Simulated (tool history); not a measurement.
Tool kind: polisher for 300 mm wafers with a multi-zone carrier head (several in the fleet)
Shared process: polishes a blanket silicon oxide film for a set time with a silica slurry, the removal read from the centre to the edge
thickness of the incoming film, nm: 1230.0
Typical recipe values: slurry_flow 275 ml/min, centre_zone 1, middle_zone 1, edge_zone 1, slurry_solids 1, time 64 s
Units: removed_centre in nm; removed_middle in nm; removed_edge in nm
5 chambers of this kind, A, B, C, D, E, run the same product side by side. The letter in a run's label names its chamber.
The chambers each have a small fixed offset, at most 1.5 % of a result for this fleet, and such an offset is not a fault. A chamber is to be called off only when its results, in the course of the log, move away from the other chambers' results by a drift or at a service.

run,hour,slurry_flow,centre_zone,middle_zone,edge_zone,slurry_solids,time,wafers polished on this pad,hours since the slurry nozzle was cleaned,hours since the centre zone pressure was calibrated,hours since the edge zone pressure was calibrated,removed_centre,removed_middle,removed_edge
1C,3.2,275,1,1,1,1,64,327,41.1,411.9,217.6,112.31,114.43,115.37
2E,6.6,275,1,1,1,1,64,166,264.5,709.8,630.9,111.55,114.59,114.41
3D,10.5,275,1,1,1,1,64,964,221.7,81.1,180.7,114.58,113.27,113.22
# hour 11.7: chamber A: worn pad replaced by a new one
4A,16.7,275,1,1,1,1,64,49,208.4,700.4,447.9,110.8,114.62,113.14
5B,20,275,1,1,1,1,64,741,183.9,322.4,889,110.95,116.05,112.97
6C,25.6,315,1,1,1,1.1,64,546,63.5,434.3,240,118.86,120.93,122.24
7A,30.5,315,1,1,1,1.1,64,184,222.2,714.2,461.7,119.69,118.94,120
8B,35.1,315,1,1,1,1.1,64,889,199,337.5,904.1,121.16,120.19,120.03
# hour 38.2: chamber B: worn pad replaced by a new one
9D,38.8,315,1,1,1,1.1,64,1242,250,109.4,209,120.24,119.07,122.18
10E,42.2,315,1,1,1,1.1,64,515,300.1,745.4,666.5,118.29,120.18,120.06
11A,48.1,275,1,1,1.05,0.8,64,357,239.8,731.8,479.3,99.434,101.14,104.18
# hour 52: chamber B: slurry nozzle cleaned
12D,53.9,275,1,1,1.05,0.8,64,1390,265.1,124.5,224.1,100.47,101.54,102.48
13C,57.6,275,1,1,1.05,0.8,64,860,95.5,466.3,272,100.66,102.21,105.39
# hour 62.4: chamber D: worn pad replaced by a new one
14E,63.1,275,1,1,1.05,0.8,64,720,321,766.3,687.4,100.91,101.52,106.69
15B,68.5,275,1,1,1.05,0.8,64,297,16.5,370.9,937.5,102.75,103.4,105.04
16C,71.3,275,1,1,1,1,64,995,109.2,480,285.7,111.53,114.1,113.16
# hour 75.3: chamber C: worn pad replaced by a new one
17B,76.5,275,1,1,1,1,64,376,24.5,378.9,945.5,113.9,114.23,113.84
18E,80.7,275,1,1,1,1,64,893,338.6,783.9,705,112.41,112.31,113.63
19A,83.7,275,1,1,1,1,64,706,275.4,767.4,514.9,110.4,113.45,112.29
# hour 86.5: chamber E: edge zone pressure recalibrated
20D,88.1,275,1,1,1,1,64,252,299.3,158.7,258.3,113.94,113.45,111.54
# hour 88.8: chamber A: worn pad replaced by a new one
21B,93,275,1,1,1,1,64,538,41,395.4,962,115.52,116.94,114.5
22E,96.7,275,1,1,1,1,64,1050,354.6,799.9,10.3,111.48,112.84,114.71
23D,102,275,1,1,1,1,64,389,313.2,172.6,272.2,113.26,113.2,114.12
24C,107.1,275,1,1,1,1,64,312,145,515.8,321.5,115.03,115.41,114
25A,110.2,275,1,1,1,1,64,210,301.9,793.9,541.4,108.68,116.02,112.82
26E,113.8,275,1.08,1,0.96,1,64,1218,371.7,817,27.4,121.33,114.11,112.36
# hour 116.5: chamber B: worn pad replaced by a new one
27D,117.5,275,1.08,1,0.96,1,64,541,328.7,188.1,287.7,123.17,113.22,108.92
28B,120.6,275,1.08,1,0.96,1,64,40,68.6,423,989.6,125.17,113.16,112.87
29A,125.7,275,1.08,1,0.96,1,64,362,317.4,809.4,556.9,118.35,113.01,110.88
# hour 131.8: chamber E: worn pad replaced by a new one
30C,132,275,1.08,1,0.96,1,64,556,169.9,540.7,346.4,121,113.76,112.21
31E,137.2,275,1,1,1,1,64,53,395.1,840.4,50.8,112.25,113.54,113.56
32D,141.2,275,1,1,1,1,64,773,352.4,211.8,311.4,111.71,115.03,113.85

Predict what each chamber gives when all 5 of them run the settings below next.
33A,145.8,275,1,1,1,0.75,64,,,,,?,?,?
33B,145.8,275,1,1,1,0.75,64,,,,,?,?,?
33C,145.8,275,1,1,1,0.75,64,,,,,?,?,?
33D,145.8,275,1,1,1,0.75,64,,,,,?,?,?
33E,145.8,275,1,1,1,0.75,64,,,,,?,?,?

run,removed_centre,removed_middle,removed_edge
33A,93.043,98.942,98.262
33B,97.443,99.548,97.731
33C,98.6,99.48,96.947
33D,97.403,97.464,98.009
33E,97.279,97.771,97.659
